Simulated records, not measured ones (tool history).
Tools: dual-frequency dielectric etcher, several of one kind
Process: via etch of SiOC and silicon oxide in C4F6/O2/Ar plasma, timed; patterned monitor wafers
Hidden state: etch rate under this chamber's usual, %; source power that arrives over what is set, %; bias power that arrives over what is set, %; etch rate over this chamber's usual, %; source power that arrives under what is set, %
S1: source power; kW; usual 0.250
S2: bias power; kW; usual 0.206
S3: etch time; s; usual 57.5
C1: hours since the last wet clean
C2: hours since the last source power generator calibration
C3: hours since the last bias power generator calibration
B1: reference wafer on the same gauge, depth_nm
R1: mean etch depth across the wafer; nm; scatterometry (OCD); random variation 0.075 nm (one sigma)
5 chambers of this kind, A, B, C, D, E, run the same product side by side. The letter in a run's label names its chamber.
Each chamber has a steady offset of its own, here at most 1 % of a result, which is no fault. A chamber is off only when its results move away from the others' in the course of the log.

run,hour,S1,S2,S3,C1,C2,C3,B1,R1
1E,14.2,0.250,0.206,57.5,398.6,1619.6,137.8,54.497,56.343
2C,29.1,0.250,0.206,57.5,82.9,5103.2,76.7,54.485,56.768
3D,43.9,0.250,0.206,57.5,200.7,1660.9,1421.8,54.481,56.499
4B,55.1,0.250,0.206,57.5,390.2,2878.0,1458.1,54.460,56.632
# hour 56.1: chamber E: wet clean of the chamber
5A,62.5,0.250,0.206,57.5,259.7,520.3,1473.6,54.453,57.007
6E,72.9,0.250,0.206,71.0,16.8,1678.3,196.5,54.473,69.351
7B,88.3,0.250,0.206,71.0,423.4,2911.2,1491.3,54.458,69.871
8A,101.9,0.250,0.206,71.0,299.1,559.7,1513.0,54.452,70.389
9D,114.6,0.250,0.206,71.0,271.4,1731.6,1492.5,54.447,69.782
10C,128.0,0.250,0.206,71.0,181.8,5202.1,175.6,54.432,70.049
11A,137.7,0.250,0.206,57.5,334.9,595.5,1548.8,54.425,56.926
12C,149.0,0.250,0.206,57.5,202.8,5223.1,196.6,54.421,56.677
13B,157.5,0.250,0.206,57.5,492.6,2980.4,1560.5,54.417,56.588
14D,171.1,0.250,0.206,57.5,327.9,1788.1,1549.0,54.393,56.503
15E,186.3,0.250,0.206,57.5,130.2,1791.7,309.9,54.404,56.273
# hour 191.3: chamber C: source power generator calibrated
16C,199.3,0.250,0.206,57.5,253.1,8.1,246.9,54.383,56.685
# hour 206.0: chamber D: wet clean of the chamber
17E,206.3,0.250,0.206,57.5,150.2,1811.7,329.9,54.379,56.255
18B,218.3,0.250,0.206,57.5,553.4,3041.2,1621.3,54.366,56.547
19A,230.2,0.250,0.206,57.5,427.4,688.0,1641.3,54.384,56.838
20D,244.5,0.250,0.206,57.5,38.6,1861.5,1622.4,54.351,56.473
# hour 249.6: chamber A: wet clean of the chamber
21A,258.6,0.250,0.206,57.5,9.0,716.4,1669.7,54.333,56.801
22B,269.1,0.250,0.206,57.5,604.2,3092.0,1672.1,54.352,56.447
23C,284.3,0.250,0.206,42.0,338.1,93.1,331.9,54.329,41.383
24E,296.6,0.250,0.206,42.0,240.5,1902.0,420.2,54.319,40.983
25D,308.7,0.250,0.206,42.0,102.8,1925.7,1686.6,54.330,41.185
26C,315.7,0.250,0.206,42.0,369.5,124.5,363.3,54.331,41.276
# hour 320.9: chamber B: wet clean of the chamber
27A,326.5,0.250,0.206,42.0,76.9,784.3,1737.6,54.326,41.625
28B,335.5,0.250,0.206,57.5,14.6,3158.4,1738.5,54.302,56.411
29D,345.1,0.250,0.206,57.5,139.2,1962.1,1723.0,54.305,56.373
30E,356.8,0.250,0.206,57.5,300.7,1962.2,480.4,54.325,56.024
31D,363.7,0.310,0.206,72.0,157.8,1980.7,1741.6,54.293,76.726
32E,373.5,0.310,0.206,72.0,317.4,1978.9,497.1,54.289,76.230
# hour 383.7: chamber A: bias power generator calibrated
33A,387.7,0.310,0.206,72.0,138.1,845.5,4.1,54.268,77.019
34C,398.6,0.310,0.206,72.0,452.4,207.4,446.2,54.293,77.056
35B,405.9,0.310,0.206,72.0,85.0,3228.8,1808.9,54.283,76.741
# hour 408.4: chamber E: wet clean of the chamber
36A,419.9,0.250,0.206,57.5,170.3,877.7,36.3,54.267,56.860
37D,431.5,0.250,0.206,57.5,225.6,2048.5,1809.4,54.239,56.414
38E,440.0,0.250,0.206,57.5,31.6,2045.4,563.6,54.240,56.036
# hour 442.6: chamber B: source power generator calibrated
39C,451.8,0.250,0.206,57.5,505.6,260.6,499.4,54.261,56.624
40B,466.5,0.250,0.206,57.5,145.6,23.9,1869.5,54.249,56.363
41B,479.4,0.250,0.206,57.5,158.5,36.8,1882.4,54.216,56.540
# hour 483.7: chamber D: source power generator calibrated
42A,488.9,0.250,0.206,57.5,239.3,946.7,105.3,54.225,56.678
43C,502.7,0.250,0.206,57.5,556.5,311.5,550.3,54.215,56.445
44D,514.1,0.250,0.206,57.5,308.2,30.4,1892.0,54.200,56.208

Is one chamber off against the others, does the gauge drift, or is nothing wrong? If a chamber is off, say which, and what the likeliest cause is.

The gauge drifts, so all chambers seem to drift together. No chamber is off.
Cause: gauge reads low (%) = 0.54.
